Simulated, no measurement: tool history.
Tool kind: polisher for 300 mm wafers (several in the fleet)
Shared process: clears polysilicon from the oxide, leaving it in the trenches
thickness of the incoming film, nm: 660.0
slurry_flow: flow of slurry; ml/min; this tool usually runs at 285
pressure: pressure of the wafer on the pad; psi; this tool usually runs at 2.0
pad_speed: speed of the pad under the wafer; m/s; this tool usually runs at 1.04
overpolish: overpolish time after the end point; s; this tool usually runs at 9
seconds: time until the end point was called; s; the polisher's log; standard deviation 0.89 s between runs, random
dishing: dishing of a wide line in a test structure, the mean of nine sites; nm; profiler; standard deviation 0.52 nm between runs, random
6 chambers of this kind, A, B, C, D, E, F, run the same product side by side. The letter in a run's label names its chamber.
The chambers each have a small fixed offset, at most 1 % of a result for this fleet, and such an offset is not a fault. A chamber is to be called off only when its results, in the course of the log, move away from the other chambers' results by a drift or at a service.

run   hour  slurry_flow  pressure  pad_speed  overpolish  wafers polished on this pad  hours since the slurry nozzle was cleaned  hours since the head pressure was calibrated  seconds  dishing
 1C    3.6          285       2.0       1.04           9                          493                                       98.4                                         470.2   57.801   38.286
 2E    6.5          285       2.0       1.04           9                          130                                      320.7                                         470.3   57.133   38.666
       7.5  -- chamber B: slurry nozzle cleaned
       7.6  -- chamber F: worn pad replaced by a new one
       8.1  -- chamber C: worn pad replaced by a new one
 3B    9.3          285       2.0       1.04           9                          536                                        1.9                                        1022.6   58.978   38.502
       9.4  -- chamber A: slurry nozzle cleaned
 4A   12.2          285       2.0       1.04           9                          349                                        2.8                                        1071.7   56.850   37.932
 5F   14.4          285       2.0       1.04           9                           56                                      264.5                                         361.5   58.446   37.948
 6D   17.1          285       2.0       1.04           9                          274                                      452.6                                        1206.8   58.581   38.296
 7B   19.8          285       2.0       1.04           9                          624                                       12.4                                        1033.1   58.480   37.837
 8A   23.7          285       2.0       1.04           9                          445                                       14.3                                        1083.2   56.720   38.341
 9E   26.9          285       2.0       1.04           9                          300                                      341.1                                         490.7   57.924   37.925
10D   31.4          285       2.0       1.04           9                          393                                      466.9                                        1221.1   58.766   37.765
11C   35.9          285       2.0       1.04           9                          231                                      130.7                                         502.5   58.652   37.318
12F   39.3          285       2.0       1.04           9                          264                                      289.4                                         386.4   57.822   38.136
13E   43.3          285       2.0       1.04           9                          436                                      357.5                                         507.1   56.334   38.237
14A   46.8          285       2.0       1.04           9                          637                                       37.4                                        1106.3   57.896   37.498
15B   49.6          285       2.0       1.04           9                          872                                       42.2                                        1062.9   59.313   38.074
16F   52.3          285       1.8       0.74           9                          372                                      302.4                                         399.4   91.254   33.750
17D   55.7          285       1.8       0.74           9                          595                                      491.2                                        1245.4   89.826   32.686
18C   58.7          285       1.8       0.74           9                          421                                      153.5                                         525.3   88.497   33.522
      60.6  -- chamber F: worn pad replaced by a new one
19F   61.8          285       1.8       0.74           9                           10                                      311.9                                         408.9   92.180   32.828
20D   65.1          285       1.8       0.74           9                          673                                      500.6                                        1254.8   92.560   33.410
21B   67.2          285       1.8       0.74           9                         1018                                       59.8                                        1080.5   91.850   32.933
22A   70.6          285       2.0       1.04           9                          835                                       61.2                                        1130.1   58.853   37.983
      72.0  -- chamber B: worn pad replaced by a new one
23E   74.4          285       2.0       1.04           9                          695                                      388.6                                         538.2   57.416   37.590
24C   78.9          285       2.0       1.04           9                          589                                      173.7                                         545.5   57.939   37.966
      81.5  -- chamber C: worn pad replaced by a new one
25D   82.7          285       2.0       1.04           9                          820                                      518.2                                        1272.4   59.587   38.090
      85.0  -- chamber D: slurry nozzle cleaned
26B   86.8          285       2.0       1.04           9                          123                                       79.4                                        1100.1   59.293   39.051
27C   90.8          205       2.0       0.80           9                           78                                      185.6                                         557.4   77.050   35.421
      94.4  -- chamber D: head pressure recalibrated
28A   95.2          205       2.0       0.80           9                         1040                                       85.8                                        1154.7   84.603   33.260
29E   98.5          205       2.0       0.80           9                          896                                      412.7                                         562.3   78.614   36.310
30F  101.3          205       2.0       0.80           9                          339                                      351.4                                         448.4   78.731   35.472
31C  105.4          205       2.0       0.80           9                          199                                      200.2                                         572.0   78.292   34.895
     105.6  -- chamber E: worn pad replaced by a new one
32E  108.0          205       2.0       0.80           9                           20                                      422.2                                         571.8   76.802   35.481
33D  112.2          285       2.0       1.04           9                         1065                                       27.2                                          17.9   59.324   38.553
34A  114.4          285       2.0       1.04           9                         1199                                      105.0                                        1173.9   62.844   36.716
     115.5  -- chamber F: worn pad replaced by a new one
35B  118.3          285       2.0       1.04           9                          386                                      110.9                                        1131.6   59.657   38.147
36F  123.0          335       1.6       1.04           9                           62                                      373.1                                         470.1   70.742   35.486
37B  125.9          335       1.6       1.04           9                          449                                      118.5                                        1139.2   71.582   36.585
38E  129.8          335       1.6       1.04           9                          201                                      444.0                                         593.6   70.887   35.531
39C  134.1          335       1.6       1.04           9                          438                                      228.9                                         600.7   73.094   35.567
40F  137.0          335       1.6       1.04           9                          179                                      387.1                                         484.1   70.487   35.646
41D  140.7          335       1.6       1.04           9                         1302                                       55.7                                          46.4   69.692   36.015

Predict what each chamber gives when all 6 of them run the settings below next.
42A  144.1          285       2.0       1.04           9                                                                                                                              ?        ?
42B  144.1          285       2.0       1.04           9                                                                                                                              ?        ?
42C  144.1          285       2.0       1.04           9                                                                                                                              ?        ?
42D  144.1          285       2.0       1.04           9                                                                                                                              ?        ?
42E  144.1          285       2.0       1.04           9                                                                                                                              ?        ?
42F  144.1          285       2.0       1.04           9                                                                                                                              ?        ?

run  seconds  dishing
42A   65.342   37.580
42B   57.718   38.231
42C   57.105   38.236
42D   58.295   37.697
42E   59.042   38.661
42F   57.981   38.714
